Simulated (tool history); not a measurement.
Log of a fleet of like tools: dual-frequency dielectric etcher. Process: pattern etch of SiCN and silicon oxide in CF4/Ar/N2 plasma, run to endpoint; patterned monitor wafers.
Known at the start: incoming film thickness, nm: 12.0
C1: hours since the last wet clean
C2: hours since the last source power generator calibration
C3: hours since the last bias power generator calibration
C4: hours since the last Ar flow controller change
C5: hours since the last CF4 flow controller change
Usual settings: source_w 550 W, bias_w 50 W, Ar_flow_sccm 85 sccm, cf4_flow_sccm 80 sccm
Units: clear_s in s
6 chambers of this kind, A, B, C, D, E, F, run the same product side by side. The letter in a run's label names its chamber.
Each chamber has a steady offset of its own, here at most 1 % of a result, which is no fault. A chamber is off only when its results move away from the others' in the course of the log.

Run 1D, hour 4.3: usual settings; C1 251.8; C2 2965.3; C3 1825.7; C4 1531.5; C5 3647.1. Result: clear_s 12.345 s.
Run 2C, hour 6.2: usual settings; C1 321.7; C2 1685.9; C3 232.2; C4 3127.1; C5 1275.6. Result: clear_s 12.608 s.
Run 3E, hour 10.3: usual settings; C1 463.2; C2 1981.9; C3 2097.0; C4 358.7; C5 4474.6. Result: clear_s 12.401 s.
Run 4F, hour 12.5: usual settings; C1 293.7; C2 1457.6; C3 2064.4; C4 2027.2; C5 547.4. Result: clear_s 12.503 s.
Run 5B, hour 15.3: usual settings; C1 61.0; C2 903.9; C3 3015.5; C4 674.3; C5 2554.0. Result: clear_s 12.378 s.
Run 6A, hour 17.6: usual settings; C1 161.8; C2 3849.5; C3 2776.3; C4 3938.1; C5 778.1. Result: clear_s 12.565 s.
Run 7F, hour 21.9: usual settings; C1 303.1; C2 1467.0; C3 2073.8; C4 2036.6; C5 556.8. Result: clear_s 12.452 s.
Run 8D, hour 25.7: usual settings but Ar_flow_sccm 102 sccm; C1 273.2; C2 2986.7; C3 1847.1; C4 1552.9; C5 3668.5. Result: clear_s 12.742 s.
Run 9C, hour 28.6: usual settings but Ar_flow_sccm 102 sccm; C1 344.1; C2 1708.3; C3 254.6; C4 3149.5; C5 1298.0. Result: clear_s 12.808 s.
Run 10E, hour 32.9: usual settings but Ar_flow_sccm 102 sccm; C1 485.8; C2 2004.5; C3 2119.6; C4 381.3; C5 4497.2. Result: clear_s 12.853 s.
Run 11B, hour 36.7: usual settings but Ar_flow_sccm 102 sccm; C1 82.4; C2 925.3; C3 3036.9; C4 695.7; C5 2575.4. Result: clear_s 12.786 s.
At hour 39.3: chamber F: wet clean of the chamber.
Run 12A, hour 40.6: usual settings but Ar_flow_sccm 102 sccm; C1 184.8; C2 3872.5; C3 2799.3; C4 3961.1; C5 801.1. Result: clear_s 12.901 s.
At hour 42.0: chamber A: source power generator calibrated.
Run 13F, hour 44.0: usual settings but Ar_flow_sccm 102 sccm; C1 4.7; C2 1489.1; C3 2095.9; C4 2058.7; C5 578.9. Result: clear_s 12.797 s.
Run 14D, hour 46.9: usual settings; C1 294.4; C2 3007.9; C3 1868.3; C4 1574.1; C5 3689.7. Result: clear_s 12.502 s.
Run 15C, hour 49.6: usual settings; C1 365.1; C2 1729.3; C3 275.6; C4 3170.5; C5 1319.0. Result: clear_s 12.417 s.
Run 16A, hour 53.6: usual settings; C1 197.8; C2 11.7; C3 2812.3; C4 3974.1; C5 814.1. Result: clear_s 12.465 s.
At hour 56.3: chamber C: wet clean of the chamber.
Run 17B, hour 56.5: usual settings; C1 102.2; C2 945.1; C3 3056.7; C4 715.5; C5 2595.2. Result: clear_s 12.318 s.
Run 18E, hour 59.3: usual settings; C1 512.2; C2 2030.9; C3 2146.0; C4 407.7; C5 4523.6. Result: clear_s 12.330 s.
Run 19F, hour 62.8: usual settings; C1 23.5; C2 1507.9; C3 2114.7; C4 2077.5; C5 597.7. Result: clear_s 12.377 s.
Run 20E, hour 65.2: usual settings; C1 518.1; C2 2036.8; C3 2151.9; C4 413.6; C5 4529.5. Result: clear_s 12.367 s.
Run 21B, hour 69.1: usual settings; C1 114.8; C2 957.7; C3 3069.3; C4 728.1; C5 2607.8. Result: clear_s 12.432 s.
Run 22C, hour 71.2: usual settings; C1 14.9; C2 1750.9; C3 297.2; C4 3192.1; C5 1340.6. Result: clear_s 12.469 s.
Run 23A, hour 74.1: usual settings; C1 218.3; C2 32.2; C3 2832.8; C4 3994.6; C5 834.6. Result: clear_s 12.509 s.
Run 24D, hour 76.4: usual settings but Ar_flow_sccm 100 sccm; C1 323.9; C2 3037.4; C3 1897.8; C4 1603.6; C5 3719.2. Result: clear_s 12.992 s.
Run 25E, hour 80.2: usual settings but Ar_flow_sccm 100 sccm; C1 533.1; C2 2051.8; C3 2166.9; C4 428.6; C5 4544.5. Result: clear_s 12.768 s.
Run 26B, hour 84.7: usual settings but Ar_flow_sccm 100 sccm; C1 130.4; C2 973.3; C3 3084.9; C4 743.7; C5 2623.4. Result: clear_s 12.739 s.
Run 27F, hour 87.6: usual settings but Ar_flow_sccm 100 sccm; C1 48.3; C2 1532.7; C3 2139.5; C4 2102.3; C5 622.5. Result: clear_s 12.819 s.
Run 28C, hour 90.1: usual settings but Ar_flow_sccm 100 sccm; C1 33.8; C2 1769.8; C3 316.1; C4 3211.0; C5 1359.5. Result: clear_s 12.777 s.
Run 29D, hour 92.6: usual settings but Ar_flow_sccm 100 sccm; C1 340.1; C2 3053.6; C3 1914.0; C4 1619.8; C5 3735.4. Result: clear_s 13.059 s.
Run 30A, hour 96.6: usual settings; C1 240.8; C2 54.7; C3 2855.3; C4 4017.1; C5 857.1. Result: clear_s 12.544 s.
Run 31C, hour 100.0: usual settings; C1 43.7; C2 1779.7; C3 326.0; C4 3220.9; C5 1369.4. Result: clear_s 12.441 s.
Run 32D, hour 104.2: usual settings but source_w 490 W; C1 351.7; C2 3065.2; C3 1925.6; C4 1631.4; C5 3747.0. Result: clear_s 14.069 s.
Run 33E, hour 106.3: usual settings but source_w 490 W; C1 559.2; C2 2077.9; C3 2193.0; C4 454.7; C5 4570.6. Result: clear_s 13.887 s.
Run 34A, hour 108.8: usual settings but source_w 490 W; C1 253.0; C2 66.9; C3 2867.5; C4 4029.3; C5 869.3. Result: clear_s 13.850 s.
Run 35B, hour 112.1: usual settings but source_w 490 W; C1 157.8; C2 1000.7; C3 3112.3; C4 771.1; C5 2650.8. Result: clear_s 13.798 s.
Run 36F, hour 114.2: usual settings but source_w 490 W; C1 74.9; C2 1559.3; C3 2166.1; C4 2128.9; C5 649.1. Result: clear_s 13.939 s.
Run 37A, hour 116.4: usual settings but source_w 490 W; C1 260.6; C2 74.5; C3 2875.1; C4 4036.9; C5 876.9. Result: clear_s 13.934 s.
Run 38F, hour 119.5: usual settings; C1 80.2; C2 1564.6; C3 2171.4; C4 2134.2; C5 654.4. Result: clear_s 12.505 s.

All 6 chambers run these settings next. Forecast each chamber's results:
Run 39A, hour 122.8: usual settings but cf4_flow_sccm 63 sccm. Result: clear_s ?.
Run 39B, hour 122.8: usual settings but cf4_flow_sccm 63 sccm. Result: clear_s ?.
Run 39C, hour 122.8: usual settings but cf4_flow_sccm 63 sccm. Result: clear_s ?.
Run 39D, hour 122.8: usual settings but cf4_flow_sccm 63 sccm. Result: clear_s ?.
Run 39E, hour 122.8: usual settings but cf4_flow_sccm 63 sccm. Result: clear_s ?.
Run 39F, hour 122.8: usual settings but cf4_flow_sccm 63 sccm. Result: clear_s ?.

run  clear_s
39A   13.085
39B   12.814
39C   12.941
39D   13.290
39E   12.931
39F   12.961
